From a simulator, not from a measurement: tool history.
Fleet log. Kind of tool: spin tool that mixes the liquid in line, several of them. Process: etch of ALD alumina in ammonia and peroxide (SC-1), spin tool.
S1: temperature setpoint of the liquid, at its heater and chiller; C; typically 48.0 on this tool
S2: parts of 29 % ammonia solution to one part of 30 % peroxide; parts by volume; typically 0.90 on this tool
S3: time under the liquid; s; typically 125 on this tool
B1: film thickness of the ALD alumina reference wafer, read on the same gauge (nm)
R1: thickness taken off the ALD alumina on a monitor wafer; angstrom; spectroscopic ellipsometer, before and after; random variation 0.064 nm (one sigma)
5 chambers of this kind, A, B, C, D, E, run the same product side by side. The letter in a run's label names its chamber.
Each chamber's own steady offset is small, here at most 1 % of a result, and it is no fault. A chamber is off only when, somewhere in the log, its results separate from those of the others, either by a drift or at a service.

run 1C day=0.417 | S1=48.0 S2=0.90 S3=125 | B1=80.000 | R1=75.455
run 2B day=0.842 | S1=48.0 S2=0.90 S3=125 | B1=80.002 | R1=77.239
run 3D day=1.179 | S1=48.0 S2=0.90 S3=125 | B1=80.014 | R1=77.242
run 4E day=1.679 | S1=48.0 S2=0.90 S3=125 | B1=80.003 | R1=75.558
run 5A day=2.129 | S1=48.0 S2=0.90 S3=125 | B1=79.983 | R1=75.203
-- day=2.221 chamber E: thermometer replaced
-- day=2.550 chamber E: new drum of ammonia solution connected
-- day=2.592 chamber C: new drum of ammonia solution connected
-- day=2.658 chamber D: new drum of ammonia solution connected
run 6A day=2.696 | S1=48.0 S2=0.90 S3=125 | B1=80.008 | R1=75.711
run 7B day=3.033 | S1=48.0 S2=0.90 S3=125 | B1=80.013 | R1=74.878
run 8D day=3.467 | S1=48.0 S2=0.90 S3=125 | B1=80.014 | R1=75.382
run 9C day=3.775 | S1=48.0 S2=0.90 S3=125 | B1=80.039 | R1=76.920
run 10E day=4.317 | S1=48.0 S2=0.90 S3=125 | B1=79.980 | R1=74.838
run 11C day=4.596 | S1=48.0 S2=0.90 S3=125 | B1=79.989 | R1=74.719
run 12B day=4.917 | S1=48.0 S2=0.90 S3=125 | B1=79.987 | R1=75.708
run 13E day=5.183 | S1=55.5 S2=1.20 S3=125 | B1=80.011 | R1=114.020
run 14A day=5.621 | S1=55.5 S2=1.20 S3=125 | B1=80.023 | R1=117.570
run 15D day=6.138 | S1=55.5 S2=1.20 S3=125 | B1=80.018 | R1=117.450
run 16E day=6.475 | S1=55.5 S2=1.20 S3=125 | B1=80.012 | R1=113.100
run 17A day=6.729 | S1=55.5 S2=1.20 S3=125 | B1=80.004 | R1=116.990
run 18D day=7.083 | S1=48.0 S2=0.90 S3=125 | B1=79.986 | R1=75.957
run 19C day=7.454 | S1=48.0 S2=0.90 S3=125 | B1=79.979 | R1=75.131
run 20B day=7.767 | S1=48.0 S2=0.90 S3=125 | B1=79.973 | R1=76.083
run 21D day=8.312 | S1=42.5 S2=0.90 S3=60 | B1=79.987 | R1=26.553
-- day=8.504 chamber E: ammonia flow meter replaced
run 22C day=8.633 | S1=42.5 S2=0.90 S3=60 | B1=80.010 | R1=25.993
run 23B day=9.138 | S1=42.5 S2=0.90 S3=60 | B1=80.007 | R1=26.642
run 24E day=9.458 | S1=42.5 S2=0.90 S3=60 | B1=80.008 | R1=25.194
run 25A day=9.908 | S1=42.5 S2=0.90 S3=60 | B1=80.023 | R1=26.629
run 26C day=10.171 | S1=48.0 S2=0.90 S3=125 | B1=80.007 | R1=75.248
run 27E day=10.533 | S1=48.0 S2=0.90 S3=125 | B1=79.988 | R1=72.247
run 28A day=10.850 | S1=48.0 S2=0.90 S3=125 | B1=80.019 | R1=75.217
run 29D day=11.396 | S1=48.0 S2=0.90 S3=125 | B1=80.016 | R1=76.018
run 30B day=11.654 | S1=48.0 S2=0.90 S3=125 | B1=80.031 | R1=75.566
run 31D day=12.092 | S1=48.0 S2=0.90 S3=125 | B1=80.025 | R1=76.052
-- day=12.108 chamber D: thermometer replaced
run 32E day=12.362 | S1=43.0 S2=0.55 S3=125 | B1=80.019 | R1=51.258
-- day=12.375 chamber E: new drum of ammonia solution connected
-- day=12.400 chamber A: thermometer replaced
run 33C day=12.804 | S1=43.0 S2=0.55 S3=125 | B1=80.005 | R1=53.227
run 34A day=13.279 | S1=43.0 S2=0.55 S3=125 | B1=79.992 | R1=54.745
run 35B day=13.550 | S1=43.0 S2=0.55 S3=125 | B1=80.015 | R1=55.294
run 36C day=14.071 | S1=43.0 S2=0.55 S3=125 | B1=79.978 | R1=54.372
run 37D day=14.562 | S1=48.0 S2=0.90 S3=125 | B1=79.989 | R1=76.703
run 38B day=14.821 | S1=48.0 S2=0.90 S3=125 | B1=79.992 | R1=76.971
-- day=15.017 chamber A: ammonia flow meter replaced
run 39A day=15.117 | S1=48.0 S2=0.90 S3=125 | B1=80.018 | R1=75.080
-- day=15.558 chamber B: heated supply line repaired
run 40E day=15.562 | S1=48.0 S2=0.90 S3=125 | B1=80.009 | R1=69.607
run 41B day=15.971 | S1=48.0 S2=0.90 S3=125 | B1=79.976 | R1=76.823
run 42A day=16.429 | S1=48.0 S2=0.90 S3=125 | B1=79.997 | R1=76.244

One chamber off, gauge drift, or nothing amiss beyond the chambers' own small offsets? If it is a chamber, which one, and what is the likeliest cause?

Little by little, chamber E moves away from the other chambers.
What lies behind it: temperature lost on the way to the wafer (K) = 1.41.

Which of the 4 candidates below, each the usual settings with something changed and its results left as question marks, puts chamber E back in line with what the other chambers give on the usual settings?
A result is in line if it is within this distance of the other chambers' mean on the usual settings: R1 2.200 angstrom
run 43E-1 day=16.838 | S1=49.0 S2=0.90 S3=130 | R1=?
run 43E-2 day=16.838 | S1=49.5 S2=0.90 S3=135 | R1=?
run 43E-3 day=16.838 | S1=48.0 S2=0.90 S3=115 | R1=?
run 43E-4 day=16.838 | S1=45.0 S2=0.90 S3=125 | R1=?

Average result of the remaining chambers running the usual settings: R1 75.884 angstrom
run=43E-1 R1=76.696
run=43E-2 R1=81.855
run=43E-3 R1=64.179
run=43E-4 R1=58.911
With 43E-1, the chamber falls back in line with the rest.

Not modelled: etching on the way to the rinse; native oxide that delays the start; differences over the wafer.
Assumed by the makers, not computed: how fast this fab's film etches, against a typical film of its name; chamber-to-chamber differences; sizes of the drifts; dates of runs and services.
